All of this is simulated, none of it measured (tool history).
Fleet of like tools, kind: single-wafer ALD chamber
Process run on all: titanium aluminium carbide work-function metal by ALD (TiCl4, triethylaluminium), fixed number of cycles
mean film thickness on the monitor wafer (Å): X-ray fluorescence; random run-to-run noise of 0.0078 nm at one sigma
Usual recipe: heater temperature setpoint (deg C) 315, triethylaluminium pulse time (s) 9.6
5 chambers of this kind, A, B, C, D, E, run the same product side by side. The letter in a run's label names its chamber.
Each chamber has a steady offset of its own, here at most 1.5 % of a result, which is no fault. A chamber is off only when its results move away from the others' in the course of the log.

| run | day | heater temperature setpoint (deg C) | triethylaluminium pulse time (s) | read-back reference wafer on the same gauge, thickness_nm | mean film thickness on the monitor wafer (Å) |
|---|---|---|---|---|---|
| 1B | 0.283 | 315 | 9.6 | 2.0005 | 20.93 |
| 2C | 0.738 | 315 | 9.6 | 1.9996 | 20.902 |
| 3A | 1.108 | 315 | 9.6 | 2.0014 | 21.385 |
| 4D | 1.529 | 315 | 9.6 | 2 | 21.045 |
| 5E | 1.942 | 315 | 9.6 | 1.9999 | 21.013 |
| 6E | 2.55 | 315 | 9.6 | 2.0009 | 21.041 |
| 7D | 3.121 | 315 | 9.6 | 2.0002 | 21.13 |
| 8A | 3.688 | 315 | 9.6 | 2.0006 | 21.331 |
| 9B | 4.167 | 315 | 9.6 | 2.0008 | 20.944 |
| 10C | 4.488 | 315 | 9.6 | 2.0003 | 20.863 |
| 11A | 5.054 | 303 | 8.32 | 2.0001 | 19.954 |
| 12B | 5.533 | 303 | 8.32 | 1.9992 | 19.477 |
| 13E | 6.104 | 303 | 8.32 | 1.9982 | 19.529 |
| 14D | 6.396 | 303 | 8.32 | 1.9991 | 19.449 |
| 15C | 6.908 | 303 | 8.32 | 2.0018 | 19.65 |
| 16B | 7.329 | 315 | 9.6 | 1.9999 | 20.791 |
| 17A | 7.842 | 315 | 9.6 | 2.0011 | 21.342 |
| 18D | 8.388 | 315 | 9.6 | 1.999 | 20.97 |
| 19C | 8.688 | 315 | 12.57 | 1.9992 | 21.429 |
| 20E | 9.262 | 315 | 12.57 | 1.9997 | 21.553 |
| 21C | 9.596 | 315 | 12.57 | 1.9991 | 21.536 |
| 22B | 10.154 | 315 | 12.57 | 2.0013 | 21.362 |
| 23D | 10.738 | 315 | 12.57 | 2.0002 | 21.61 |
| 24E | 11.338 | 315 | 9.6 | 2.0004 | 21.07 |
| 25A | 11.808 | 315 | 9.6 | 2.0005 | 21.26 |
| 26C | 12.325 | 315 | 9.6 | 1.9991 | 21.055 |
| 27B | 12.792 | 323 | 9.6 | 1.9998 | 21.295 |
| 28E | 13.317 | 323 | 9.6 | 2.0009 | 21.744 |
| 29A | 13.846 | 323 | 9.6 | 2.0005 | 22.013 |
| 30D | 14.246 | 323 | 9.6 | 1.9996 | 21.643 |
| 31E | 14.808 | 323 | 9.6 | 2.0005 | 21.777 |
| 32C | 15.2 | 315 | 9.6 | 1.9992 | 20.808 |
| 33B | 15.783 | 315 | 9.6 | 2.0004 | 20.376 |
|  | 15.842 | chamber D: thermocouple changed; heater temperature recalibrated |
| 34A | 16.05 | 315 | 9.6 | 2.0002 | 21.2 |
| 35D | 16.408 | 315 | 9.6 | 2 | 20.951 |
| 36A | 16.767 | 315 | 9.6 | 1.9992 | 21.306 |
| 37C | 17.117 | 315 | 9.6 | 2.0004 | 21.147 |

Read the log: is a single chamber off, either drifting away or since a service, is the gauge that measures every chamber drifting, or is nothing wrong beyond small per-chamber offsets? Name any odd chamber and what most likely caused it.

Chamber B drifts away from the others.
What lies behind it: triethylaluminium dose below that of a fresh bottle (%) = 17.2.
It could be hard to tell apart here from: wafer temperature below the value expected at the setpoint (K).

Which of the 4 candidates below, each the usual settings with something changed and its results left as question marks, puts chamber B back in line with what the other chambers give on the usual settings?
Allowed miss from the other chambers' usual-settings mean, per result, to count as in line: mean film thickness on the monitor wafer (Å) 0.27
| 38B-1 | 17.55 | 306 | 9.6 |  | ? |
| 38B-2 | 17.55 | 323 | 12.05 |  | ? |
| 38B-3 | 17.55 | 310 | 7.82 |  | ? |
| 38B-4 | 17.55 | 319 | 10.74 |  | ? |

The other chambers' mean on the usual settings: mean film thickness on the monitor wafer (Å) 21.088
| run | mean film thickness on the monitor wafer (Å) |
|---|---|
| 38B-1 | 19.489 |
| 38B-2 | 21.64 |
| 38B-3 | 18.901 |
| 38B-4 | 20.97 |
38B-4 puts the chamber back in line with the other chambers.
